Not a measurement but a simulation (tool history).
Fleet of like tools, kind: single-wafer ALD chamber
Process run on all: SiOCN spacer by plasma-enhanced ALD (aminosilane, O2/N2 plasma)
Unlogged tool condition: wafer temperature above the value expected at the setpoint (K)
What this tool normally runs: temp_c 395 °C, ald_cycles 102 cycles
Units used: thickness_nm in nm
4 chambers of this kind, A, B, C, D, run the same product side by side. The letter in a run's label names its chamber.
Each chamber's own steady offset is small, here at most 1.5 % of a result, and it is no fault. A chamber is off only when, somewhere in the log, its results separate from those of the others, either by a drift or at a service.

run	day	temp_c	ald_cycles	hours since the last thermocouple change	read-back reference wafer on the same gauge, thickness_nm	thickness_nm
1A	0.288	395	102	869.9	5.2704	6.1436
2B	0.562	395	102	802.6	5.2689	6.1431
3D	0.812	395	102	1871.9	5.2712	6.0817
4C	1.192	395	102	2127.8	5.2653	6.1288
5A	1.533	395	102	899.8	5.2673	6.1327
6B	1.808	395	102	832.5	5.2719	6.1469
7D	2.204	395	102	1905.3	5.2726	6.0817
8C	2.483	395	102	2158.8	5.2723	6.1615
9A	2.792	395	102	930	5.2703	6.1562
10C	3.129	395	102	2174.3	5.2732	6.1398
11B	3.371	395	102	870	5.2735	6.1614
12D	3.758	395	102	1942.6	5.2704	6.0594
13C	4.071	395	102	2196.9	5.2672	6.1161
14A	4.371	408	102	967.9	5.2745	5.989
15D	4.588	408	102	1962.5	5.2687	5.9189
16B	4.896	408	102	906.6	5.2708	5.9081
17A	5.208	408	102	988	5.267	5.9763
18B	5.583	395	102	923.1	5.2677	6.1606
19C	5.771	395	102	2237.7	5.2692	6.131
20D	6.042	409	122	1997.4	5.2712	7.0432
21B	6.358	409	122	941.7	5.2684	7.0104
22C	6.638	409	122	2258.5	5.271	7.1297
# day 6.692: chamber C: thermocouple changed; heater temperature recalibrated
23A	7.033	409	122	1031.8	5.2726	7.1632
24D	7.229	395	102	2025.9	5.2703	6.0543
25C	7.575	395	102	21.2	5.2699	6.111
26A	7.771	395	102	1049.5	5.2713	6.1533
27B	8.179	395	102	985.4	5.2698	6.1672
28D	8.392	395	102	2053.8	5.2692	6.0738
29B	8.7	395	102	997.9	5.2712	6.1712
# day 8.704: chamber B: thermocouple changed; heater temperature recalibrated
30C	9.008	395	102	55.6	5.2698	6.1261
31D	9.392	395	102	2077.8	5.2681	6.082
32A	9.758	395	102	1097.2	5.2676	6.1385
33A	10.158	395	108	1106.8	5.2697	6.4968
34C	10.442	395	108	90	5.2719	6.4791
35D	10.779	395	108	2111.1	5.2696	6.4359
36B	11.142	395	108	58.6	5.2654	6.552
37A	11.496	395	102	1138.9	5.2665	6.1667
38B	11.829	400	113	75.1	5.2678	6.8316
39D	12.162	400	113	2144.3	5.275	6.7239
40C	12.483	400	113	139	5.2706	6.7852

The same settings go to every chamber for the next run, one line per chamber below. Forecast the results for each:
41A	12.788	395	87			?
41B	12.788	395	87			?
41C	12.788	395	87			?
41D	12.788	395	87			?

run	thickness_nm
41A	5.217
41B	5.241
41C	5.2146
41D	5.1737
